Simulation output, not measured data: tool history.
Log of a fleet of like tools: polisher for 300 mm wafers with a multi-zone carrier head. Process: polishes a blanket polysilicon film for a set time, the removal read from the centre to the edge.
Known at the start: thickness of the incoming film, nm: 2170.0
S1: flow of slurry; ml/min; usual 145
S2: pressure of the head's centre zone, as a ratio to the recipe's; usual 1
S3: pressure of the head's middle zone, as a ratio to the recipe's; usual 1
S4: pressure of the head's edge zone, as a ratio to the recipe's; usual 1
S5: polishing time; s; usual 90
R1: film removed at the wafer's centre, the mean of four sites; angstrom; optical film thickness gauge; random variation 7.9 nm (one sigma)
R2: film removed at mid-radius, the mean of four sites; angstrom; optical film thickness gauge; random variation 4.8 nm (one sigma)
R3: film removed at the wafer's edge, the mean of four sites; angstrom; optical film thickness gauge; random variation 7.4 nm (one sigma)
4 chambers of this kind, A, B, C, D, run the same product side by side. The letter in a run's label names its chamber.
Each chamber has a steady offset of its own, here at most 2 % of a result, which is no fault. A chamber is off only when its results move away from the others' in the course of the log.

run 1C day=0.212 | S1=145 S2=1 S3=1 S4=1 S5=90 | R1=6036.8 R2=5977.3 R3=6087.5
run 2A day=0.417 | S1=145 S2=1 S3=1 S4=1 S5=90 | R1=6159.4 R2=6120 R3=5870.5
run 3D day=0.833 | S1=145 S2=1 S3=1 S4=1 S5=90 | R1=6224.8 R2=6078.8 R3=6116.3
run 4B day=1.038 | S1=145 S2=1 S3=1 S4=1 S5=90 | R1=6384.7 R2=6078.7 R3=6134.8
-- day=1.304 chamber B: worn pad replaced by a new one
run 5B day=1.425 | S1=145 S2=1 S3=1 S4=1 S5=90 | R1=5973.2 R2=6105.6 R3=6148.2
-- day=1.538 chamber A: edge zone pressure recalibrated
run 6D day=1.712 | S1=145 S2=1 S3=1 S4=1 S5=90 | R1=6310.5 R2=6127.8 R3=6131
run 7A day=1.912 | S1=145 S2=1 S3=1 S4=1 S5=90 | R1=6140.9 R2=6172.9 R3=6028.6
run 8C day=2.175 | S1=145 S2=1 S3=1 S4=1 S5=76 | R1=5159.8 R2=4994.2 R3=5168.2
run 9A day=2.45 | S1=145 S2=1 S3=1 S4=1 S5=76 | R1=5089.2 R2=5154.8 R3=5148.2
-- day=2.554 chamber C: worn pad replaced by a new one
-- day=2.846 chamber D: edge zone pressure recalibrated
run 10B day=2.85 | S1=145 S2=1 S3=1 S4=1 S5=76 | R1=5313.4 R2=5185.8 R3=5119.3
run 11C day=3.05 | S1=145 S2=1 S3=1 S4=1 S5=76 | R1=5103.3 R2=5136.9 R3=5179.9
-- day=3.238 chamber A: worn pad replaced by a new one
run 12D day=3.267 | S1=145 S2=0.93 S3=1 S4=1 S5=67 | R1=4089.6 R2=4426.1 R3=4462.8
run 13A day=3.692 | S1=145 S2=0.93 S3=1 S4=1 S5=67 | R1=4198.9 R2=4575.5 R3=4565.6
run 14B day=4.138 | S1=145 S2=0.93 S3=1 S4=1 S5=67 | R1=4251.2 R2=4539.4 R3=4631.4
run 15C day=4.592 | S1=145 S2=0.93 S3=1 S4=1 S5=67 | R1=4086.9 R2=4410.1 R3=4543.5
run 16D day=4.854 | S1=145 S2=1 S3=1 S4=1 S5=90 | R1=5881.2 R2=5901.3 R3=5872.6
-- day=5.125 chamber D: slurry nozzle cleaned
run 17A day=5.212 | S1=145 S2=1 S3=1 S4=1 S5=90 | R1=6127.8 R2=6051.4 R3=6082.8
run 18C day=5.608 | S1=145 S2=1 S3=1 S4=1 S5=90 | R1=6176.4 R2=6055.5 R3=6028.8
run 19B day=5.904 | S1=145 S2=1 S3=1 S4=1 S5=90 | R1=6087.9 R2=6159.1 R3=6151.5
run 20D day=6.138 | S1=145 S2=1 S3=1 S4=1 S5=90 | R1=5763.9 R2=5884.6 R3=5781.3
-- day=6.45 chamber B: worn pad replaced by a new one
run 21D day=6.521 | S1=145 S2=1 S3=1 S4=1 S5=90 | R1=5722.9 R2=5821.9 R3=5727.8
run 22A day=6.721 | S1=145 S2=1 S3=1 S4=1 S5=90 | R1=6067.4 R2=6147.6 R3=6096.3
run 23B day=7.025 | S1=145 S2=1 S3=1 S4=0.9 S5=73 | R1=5041.1 R2=4966.5 R3=4757
run 24C day=7.388 | S1=145 S2=1 S3=1 S4=0.9 S5=73 | R1=4934.8 R2=4862.3 R3=4683.4
run 25D day=7.742 | S1=145 S2=1 S3=1 S4=0.9 S5=73 | R1=4664 R2=4605.7 R3=4411.9
run 26A day=7.988 | S1=145 S2=1 S3=1 S4=0.9 S5=73 | R1=4983.5 R2=4963.8 R3=4665.7
run 27C day=8.233 | S1=145 S2=1 S3=1 S4=1 S5=90 | R1=6073.9 R2=5958.5 R3=6064.5
run 28B day=8.508 | S1=145 S2=1 S3=1 S4=1 S5=90 | R1=6279.3 R2=6023.7 R3=6081.2
run 29C day=8.95 | S1=145 S2=0.93 S3=1 S4=1 S5=90 | R1=5701.7 R2=5967.7 R3=6135
-- day=9.096 chamber A: worn pad replaced by a new one
run 30A day=9.154 | S1=145 S2=0.93 S3=1 S4=1 S5=90 | R1=5653.2 R2=6188.6 R3=6083

What goes on in this fleet: one chamber off, a drifting gauge, or nothing beyond the chambers' own small offsets? Name the chamber and the cause, if any.

Chamber D drifts away from the others.
Cause: removal rate lost through wear of the pad, % = 8.31.

Here are 4 candidates for chamber D's next run, each the usual settings with a change, their results left as question marks. Which one brings its results back in line with what the others give on the usual settings?
In line means no further than this from the other chambers' mean on the usual settings: R1 280 angstrom; R2 170 angstrom; R3 260 angstrom
run 31D-1 day=9.483 | S1=145 S2=1 S3=1 S4=1 S5=93 | R1=? R2=? R3=?
run 31D-2 day=9.483 | S1=145 S2=1 S3=1 S4=0.99 S5=83 | R1=? R2=? R3=?
run 31D-3 day=9.483 | S1=145 S2=1 S3=1 S4=1.01 S5=97 | R1=? R2=? R3=?
run 31D-4 day=9.483 | S1=145 S2=1 S3=1 S4=1 S5=87 | R1=? R2=? R3=?

The other chambers' mean on the usual settings: R1 6137.9 angstrom; R2 6062.9 angstrom; R3 6096.3 angstrom
run=31D-1 R1=5868.4 R2=5817.9 R3=5817.3
run=31D-2 R1=5237.4 R2=5192.4 R3=5164.9
run=31D-3 R1=6120.8 R2=6068.1 R3=6098.8
run=31D-4 R1=5489.8 R2=5442.6 R3=5442
31D-3 brings the chamber back in line.

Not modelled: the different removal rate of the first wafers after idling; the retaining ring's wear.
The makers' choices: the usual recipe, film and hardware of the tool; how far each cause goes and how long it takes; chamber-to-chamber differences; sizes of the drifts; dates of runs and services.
